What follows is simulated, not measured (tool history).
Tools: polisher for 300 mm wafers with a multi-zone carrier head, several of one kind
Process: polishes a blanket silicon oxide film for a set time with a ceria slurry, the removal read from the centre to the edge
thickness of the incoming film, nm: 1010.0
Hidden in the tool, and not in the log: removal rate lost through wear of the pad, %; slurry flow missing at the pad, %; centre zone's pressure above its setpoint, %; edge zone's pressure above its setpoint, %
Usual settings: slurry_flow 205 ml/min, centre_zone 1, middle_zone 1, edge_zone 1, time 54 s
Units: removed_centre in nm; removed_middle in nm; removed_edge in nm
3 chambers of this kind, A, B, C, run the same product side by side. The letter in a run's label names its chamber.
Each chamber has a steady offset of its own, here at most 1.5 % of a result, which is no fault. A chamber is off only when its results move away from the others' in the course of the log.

| run | hour | slurry_flow | centre_zone | middle_zone | edge_zone | time | wafers polished on this pad | hours since the slurry nozzle was cleaned | hours since the centre zone pressure was calibrated | hours since the edge zone pressure was calibrated | removed_centre | removed_middle | removed_edge |
|---|---|---|---|---|---|---|---|---|---|---|---|---|---|
|  | 5.9 | chamber C: worn pad replaced by a new one |
| 1B | 10.2 | 205 | 1 | 1 | 1 | 54 | 1053 | 715.3 | 242.3 | 718.3 | 196.39 | 199.01 | 209.57 |
|  | 12.4 | chamber C: edge zone pressure recalibrated |
| 2C | 17.5 | 205 | 1 | 1 | 1 | 54 | 118 | 223.8 | 145.3 | 5.1 | 195.78 | 201.49 | 199.3 |
|  | 18.9 | chamber B: worn pad replaced by a new one |
| 3A | 28.9 | 205 | 1 | 1 | 1 | 54 | 780 | 309.2 | 338.3 | 355 | 200.74 | 200.81 | 200.18 |
| 4A | 40.6 | 205 | 1 | 1 | 1 | 54 | 899 | 320.9 | 350 | 366.7 | 204.33 | 203.49 | 202.6 |
| 5C | 52.2 | 245 | 1 | 1 | 0.89 | 54 | 473 | 258.5 | 180 | 39.8 | 207.24 | 202.48 | 190.99 |
| 6B | 61.5 | 245 | 1 | 1 | 0.89 | 54 | 436 | 766.6 | 293.6 | 769.6 | 206.03 | 209.16 | 194.17 |
| 7B | 71 | 245 | 1 | 1 | 0.89 | 54 | 533 | 776.1 | 303.1 | 779.1 | 204.04 | 207.09 | 193.09 |
|  | 72 | chamber B: edge zone pressure recalibrated |
|  | 78.7 | chamber A: slurry nozzle cleaned |
| 8C | 83.3 | 205 | 1 | 1 | 1 | 54 | 791 | 289.6 | 211.1 | 70.9 | 199.82 | 203.52 | 200 |
| 9A | 95.2 | 205 | 1 | 1 | 1 | 54 | 1458 | 16.6 | 404.6 | 421.3 | 196.7 | 199.75 | 196.65 |
| 10B | 105.9 | 205 | 1 | 1 | 1 | 54 | 890 | 811 | 338 | 33.9 | 199.02 | 202.17 | 204.27 |
|  | 112.8 | chamber B: slurry nozzle cleaned |
| 11C | 120 | 205 | 0.91 | 1.12 | 1 | 54 | 1166 | 326.3 | 247.8 | 107.6 | 182.97 | 225.26 | 201.39 |
| 12A | 127.3 | 205 | 0.91 | 1.12 | 1 | 54 | 1786 | 48.7 | 436.7 | 453.4 | 180.4 | 219.24 | 198.34 |
|  | 128.6 | chamber B: worn pad replaced by a new one |
| 13C | 135.9 | 205 | 0.91 | 1.12 | 1 | 54 | 1328 | 342.2 | 263.7 | 123.5 | 183.55 | 225.39 | 196.51 |
|  | 142.6 | chamber C: worn pad replaced by a new one |
| 14A | 143.7 | 205 | 1 | 1 | 1 | 54 | 1953 | 65.1 | 453.1 | 469.8 | 193.67 | 196.12 | 196.73 |
| 15B | 152.5 | 205 | 1 | 1 | 1 | 54 | 244 | 39.8 | 384.6 | 80.5 | 195.62 | 202.94 | 204.04 |
| 16C | 159.3 | 205 | 1 | 1 | 1 | 54 | 170 | 365.6 | 287.1 | 146.9 | 201.93 | 199.48 | 199.61 |
| 17A | 168.5 | 205 | 1 | 1 | 1 | 54 | 2207 | 89.9 | 477.9 | 494.6 | 193.93 | 197.36 | 199.87 |
| 18B | 182.4 | 205 | 1 | 1 | 1 | 54 | 550 | 69.7 | 414.5 | 110.4 | 199.73 | 201.35 | 204.07 |
| 19B | 193.7 | 205 | 1 | 1 | 1 | 54 | 665 | 81 | 425.8 | 121.7 | 197.76 | 201.71 | 206.12 |
| 20A | 204.6 | 205 | 1 | 1 | 1 | 54 | 2576 | 126 | 514 | 530.7 | 194.72 | 194.04 | 192.28 |
| 21C | 214.4 | 205 | 1 | 1 | 1 | 54 | 734 | 420.7 | 342.2 | 202 | 200.79 | 202.94 | 199.01 |
| 22B | 221.7 | 140 | 1 | 1 | 1 | 54 | 952 | 109 | 453.8 | 149.7 | 183.85 | 189.54 | 191.86 |
| 23A | 228.7 | 140 | 1 | 1 | 1 | 54 | 2822 | 150.1 | 538.1 | 554.8 | 180 | 178.63 | 184.69 |
| 24C | 237.1 | 140 | 1 | 1 | 1 | 54 | 966 | 443.4 | 364.9 | 224.7 | 183.86 | 189.73 | 187.84 |
|  | 238.8 | chamber B: worn pad replaced by a new one |
| 25A | 249.2 | 145 | 1 | 1 | 1 | 38 | 3032 | 170.6 | 558.6 | 575.3 | 124.22 | 128.8 | 126.95 |
| 26B | 258.1 | 145 | 1 | 1 | 1 | 38 | 197 | 145.4 | 490.2 | 186.1 | 132.51 | 132.06 | 139.87 |
| 27C | 268.6 | 145 | 1 | 1 | 1 | 38 | 1288 | 474.9 | 396.4 | 256.2 | 133.96 | 133.57 | 138.89 |
|  | 271 | chamber C: worn pad replaced by a new one |
| 28C | 277.8 | 205 | 1 | 1 | 1 | 54 | 69 | 484.1 | 405.6 | 265.4 | 203 | 199.88 | 199.99 |
| 29B | 289.7 | 205 | 1 | 1 | 1 | 54 | 520 | 177 | 521.8 | 217.7 | 198.09 | 204.69 | 204.69 |
| 30A | 297.1 | 205 | 1 | 1 | 1 | 54 | 3521 | 218.5 | 606.5 | 623.2 | 189.22 | 189.81 | 183.26 |
| 31B | 307.1 | 205 | 1 | 1 | 1.06 | 54 | 698 | 194.4 | 539.2 | 235.1 | 198.89 | 201.6 | 208.82 |
| 32C | 317.5 | 205 | 1 | 1 | 1.06 | 54 | 475 | 523.8 | 445.3 | 305.1 | 199.64 | 201.29 | 206.03 |
| 33A | 325 | 205 | 1 | 1 | 1.06 | 54 | 3807 | 246.4 | 634.4 | 651.1 | 184.33 | 186.04 | 192.07 |
| 34C | 337.8 | 205 | 1 | 1 | 1 | 54 | 683 | 544.1 | 465.6 | 325.4 | 204.33 | 202.35 | 196.71 |
| 35A | 345 | 170 | 1 | 1 | 1 | 61 | 4011 | 266.4 | 654.4 | 671.1 | 204.61 | 204.94 | 205.43 |
|  | 350.7 | chamber B: worn pad replaced by a new one |
| 36B | 355.6 | 170 | 1 | 1 | 1 | 61 | 51 | 242.9 | 587.7 | 283.6 | 218.81 | 222.81 | 224.37 |
| 37C | 364.7 | 170 | 1 | 1 | 1 | 61 | 957 | 571 | 492.5 | 352.3 | 219.57 | 220.75 | 219.64 |
| 38A | 373.6 | 205 | 1 | 1 | 1 | 54 | 4303 | 295 | 683 | 699.7 | 182.57 | 187.65 | 180.03 |
| 39B | 382.9 | 205 | 1 | 1 | 1 | 54 | 330 | 270.2 | 615 | 310.9 | 196.58 | 205.65 | 199.72 |
| 40B | 393.3 | 205 | 1 | 1 | 1 | 54 | 436 | 280.6 | 625.4 | 321.3 | 200.23 | 203.05 | 204.51 |
| 41A | 402.5 | 205 | 1 | 1 | 1 | 54 | 4599 | 323.9 | 711.9 | 728.6 | 178.84 | 181.67 | 180.48 |

All 3 chambers run these settings next. Forecast each chamber's results:
| 42A | 413 | 205 | 1 | 1 | 1 | 68 |  |  |  |  | ? | ? | ? |
| 42B | 413 | 205 | 1 | 1 | 1 | 68 |  |  |  |  | ? | ? | ? |
| 42C | 413 | 205 | 1 | 1 | 1 | 68 |  |  |  |  | ? | ? | ? |

| run | removed_centre | removed_middle | removed_edge |
|---|---|---|---|
| 42A | 228.93 | 226.98 | 230.01 |
| 42B | 249.86 | 251.02 | 256.86 |
| 42C | 247.93 | 250.17 | 252.97 |
